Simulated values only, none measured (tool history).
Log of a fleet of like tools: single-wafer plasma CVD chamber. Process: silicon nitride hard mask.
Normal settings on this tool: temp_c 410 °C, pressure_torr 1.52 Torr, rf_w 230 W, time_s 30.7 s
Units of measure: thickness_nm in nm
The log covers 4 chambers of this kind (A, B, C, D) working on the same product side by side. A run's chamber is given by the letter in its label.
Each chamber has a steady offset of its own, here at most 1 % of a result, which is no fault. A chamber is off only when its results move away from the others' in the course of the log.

| run | hour | temp_c | pressure_torr | rf_w | time_s | read-back reference wafer on the same gauge, thickness_nm | thickness_nm |
|---|---|---|---|---|---|---|---|
| 1B | 8.6 | 410 | 1.52 | 230 | 30.7 | 28.088 | 28.848 |
| 2D | 21.9 | 410 | 1.52 | 230 | 30.7 | 28.102 | 28.529 |
|  | 24.0 | chamber D: capacitance manometer re-zeroed and calibrated |
| 3A | 32.8 | 410 | 1.52 | 230 | 30.7 | 28.095 | 28.777 |
| 4C | 40.0 | 410 | 1.52 | 230 | 30.7 | 28.095 | 29.063 |
| 5D | 50.1 | 410 | 1.52 | 230 | 30.7 | 28.103 | 28.578 |
| 6C | 58.1 | 410 | 1.52 | 230 | 30.7 | 28.086 | 28.991 |
| 7A | 65.2 | 410 | 1.52 | 230 | 30.7 | 28.089 | 28.703 |
| 8B | 80.6 | 410 | 1.52 | 230 | 30.7 | 28.102 | 28.733 |
| 9A | 88.2 | 410 | 1.52 | 230 | 30.7 | 28.107 | 28.602 |
| 10D | 104.2 | 410 | 1.52 | 230 | 30.7 | 28.094 | 28.575 |
| 11B | 120.1 | 410 | 1.52 | 230 | 30.7 | 28.097 | 28.810 |
| 12C | 132.1 | 395 | 1.52 | 270 | 30.7 | 28.096 | 32.821 |
| 13B | 140.1 | 395 | 1.52 | 270 | 30.7 | 28.108 | 32.413 |
| 14A | 147.9 | 395 | 1.52 | 270 | 30.7 | 28.081 | 32.308 |
|  | 151.1 | chamber A: thermocouple changed; heater temperature recalibrated |
| 15D | 163.3 | 395 | 1.52 | 270 | 30.7 | 28.102 | 32.385 |
| 16C | 170.8 | 410 | 1.52 | 230 | 30.7 | 28.082 | 29.176 |
| 17B | 181.4 | 410 | 1.52 | 230 | 30.7 | 28.104 | 28.638 |
| 18C | 189.1 | 410 | 1.52 | 230 | 30.7 | 28.120 | 28.929 |
| 19A | 200.5 | 410 | 1.52 | 230 | 30.7 | 28.107 | 28.480 |
| 20D | 208.5 | 410 | 1.52 | 230 | 30.7 | 28.092 | 28.582 |
| 21C | 217.4 | 419 | 1.52 | 230 | 30.7 | 28.100 | 28.938 |
| 22A | 232.3 | 419 | 1.52 | 230 | 30.7 | 28.092 | 28.367 |
| 23B | 241.5 | 419 | 1.52 | 230 | 30.7 | 28.097 | 28.621 |
| 24D | 256.0 | 419 | 1.52 | 230 | 30.7 | 28.091 | 28.552 |
| 25C | 270.3 | 410 | 1.52 | 230 | 30.7 | 28.099 | 29.010 |
| 26B | 285.2 | 410 | 1.52 | 230 | 30.7 | 28.118 | 28.709 |
| 27A | 296.7 | 410 | 1.73 | 230 | 30.7 | 28.085 | 29.553 |
| 28D | 310.6 | 410 | 1.73 | 230 | 30.7 | 28.082 | 29.638 |
| 29B | 324.5 | 410 | 1.73 | 230 | 30.7 | 28.106 | 29.769 |
| 30C | 335.6 | 410 | 1.73 | 230 | 30.7 | 28.099 | 30.247 |
| 31A | 349.6 | 410 | 1.52 | 230 | 30.7 | 28.108 | 28.428 |
| 32D | 359.7 | 410 | 1.52 | 230 | 30.7 | 28.098 | 28.538 |
|  | 364.6 | chamber D: RF generator calibrated |
| 33B | 375.6 | 410 | 1.52 | 230 | 30.7 | 28.099 | 28.696 |
| 34D | 385.4 | 410 | 1.52 | 230 | 30.7 | 28.108 | 28.705 |
| 35C | 400.7 | 410 | 1.52 | 255 | 30.7 | 28.090 | 31.242 |
| 36A | 416.2 | 410 | 1.52 | 255 | 30.7 | 28.099 | 30.656 |
| 37B | 428.2 | 410 | 1.52 | 255 | 30.7 | 28.112 | 30.923 |
| 38A | 444.4 | 410 | 1.52 | 255 | 30.7 | 28.095 | 30.430 |
| 39C | 455.9 | 410 | 1.52 | 230 | 30.7 | 28.102 | 29.022 |
| 40D | 469.0 | 410 | 1.73 | 205 | 30.7 | 28.099 | 27.284 |
| 41D | 478.1 | 410 | 1.73 | 205 | 30.7 | 28.111 | 27.274 |
| 42B | 488.9 | 410 | 1.73 | 205 | 30.7 | 28.104 | 27.420 |
| 43A | 505.0 | 410 | 1.73 | 205 | 30.7 | 28.098 | 26.906 |

All 4 chambers run these settings next. Forecast each chamber's results:
| 44A | 516.6 | 410 | 1.52 | 230 | 30.7 |  | ? |
| 44B | 516.6 | 410 | 1.52 | 230 | 30.7 |  | ? |
| 44C | 516.6 | 410 | 1.52 | 230 | 30.7 |  | ? |
| 44D | 516.6 | 410 | 1.52 | 230 | 30.7 |  | ? |

| run | thickness_nm |
|---|---|
| 44A | 28.120 |
| 44B | 28.693 |
| 44C | 29.137 |
| 44D | 28.485 |
